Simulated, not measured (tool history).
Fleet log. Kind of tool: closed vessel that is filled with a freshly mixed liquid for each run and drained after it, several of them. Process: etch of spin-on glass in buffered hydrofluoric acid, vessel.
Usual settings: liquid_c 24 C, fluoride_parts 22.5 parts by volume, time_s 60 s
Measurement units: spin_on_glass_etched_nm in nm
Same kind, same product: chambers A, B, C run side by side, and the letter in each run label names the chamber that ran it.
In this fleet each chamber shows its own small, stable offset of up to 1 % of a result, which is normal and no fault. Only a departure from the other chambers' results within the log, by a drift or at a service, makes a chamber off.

| run | hour | liquid_c | fluoride_parts | time_s | read-back film thickness of the spin-on glass reference wafer, read on the same gauge (nm) | spin_on_glass_etched_nm |
|---|---|---|---|---|---|---|
| 1C | 8.7 | 24 | 22.5 | 60 | 139.99 | 60.366 |
| 2A | 16 | 24 | 22.5 | 60 | 140.01 | 59.862 |
| 3B | 23.5 | 24 | 22.5 | 60 | 139.96 | 59.901 |
| 4A | 32.2 | 24 | 22.5 | 60 | 139.96 | 60.311 |
| 5B | 36.2 | 24 | 22.5 | 60 | 140.01 | 60.319 |
| 6C | 43.6 | 24 | 22.5 | 60 | 139.98 | 59.557 |
| 7B | 48.6 | 24 | 22.5 | 60 | 139.98 | 60.342 |
| 8C | 57.2 | 24 | 22.5 | 60 | 139.99 | 59.561 |
| 9A | 61.7 | 24 | 22.5 | 60 | 140.01 | 60.003 |
| 10B | 69.7 | 24 | 22.5 | 60 | 140 | 59.696 |
| 11C | 74.2 | 24 | 29.5 | 85 | 140 | 71.022 |
| 12A | 81.1 | 24 | 29.5 | 85 | 140.01 | 69.744 |
| 13B | 89.9 | 24 | 29.5 | 85 | 139.99 | 69.429 |
| 14A | 98.6 | 24 | 22.5 | 60 | 139.99 | 59.29 |
| 15C | 103.7 | 24 | 22.5 | 60 | 140.02 | 59.708 |
| 16C | 109.1 | 24 | 22.5 | 60 | 140.02 | 60.268 |
| 17A | 116.2 | 24 | 22.5 | 60 | 140.02 | 59.96 |
| 18B | 121.4 | 19 | 30 | 60 | 140.01 | 37.037 |
| 19A | 129.3 | 19 | 30 | 60 | 140 | 37.25 |
| 20C | 135.4 | 19 | 30 | 60 | 139.99 | 37.422 |
| 21B | 142.5 | 24 | 22.5 | 60 | 139.96 | 61.218 |
| 22B | 150.1 | 24 | 22.5 | 60 | 139.98 | 60.341 |
| 23A | 156.7 | 24 | 22.5 | 60 | 140.01 | 59.9 |
| 24C | 165.8 | 24 | 22.5 | 60 | 139.97 | 59.783 |
| 25A | 174 | 20.5 | 22.5 | 80 | 140.04 | 66.307 |
| 26B | 181.2 | 20.5 | 22.5 | 80 | 139.99 | 66.596 |
|  | 183.7 | chamber C: thermometer replaced |
| 27C | 186.7 | 20.5 | 22.5 | 80 | 139.98 | 65.609 |
| 28C | 192.5 | 24 | 22.5 | 60 | 140.02 | 60.024 |
| 29B | 198.6 | 24 | 22.5 | 60 | 140.03 | 60.046 |
| 30A | 204.8 | 24 | 22.5 | 60 | 140.01 | 60.097 |
| 31C | 212.5 | 24 | 22.5 | 60 | 140.04 | 60.127 |
| 32A | 217 | 24 | 22.5 | 60 | 139.93 | 59.606 |
| 33B | 225.4 | 24 | 22.5 | 60 | 140.01 | 60.744 |
| 34A | 230.4 | 24 | 22.5 | 60 | 140.01 | 59.504 |

Is one chamber out of step, is the gauge drifting, or do the chambers differ by no more than their own small offsets? For an off chamber, give its letter and the likeliest cause.

Nothing is wrong: each chamber keeps only its own small, steady offset and the gauge holds still.
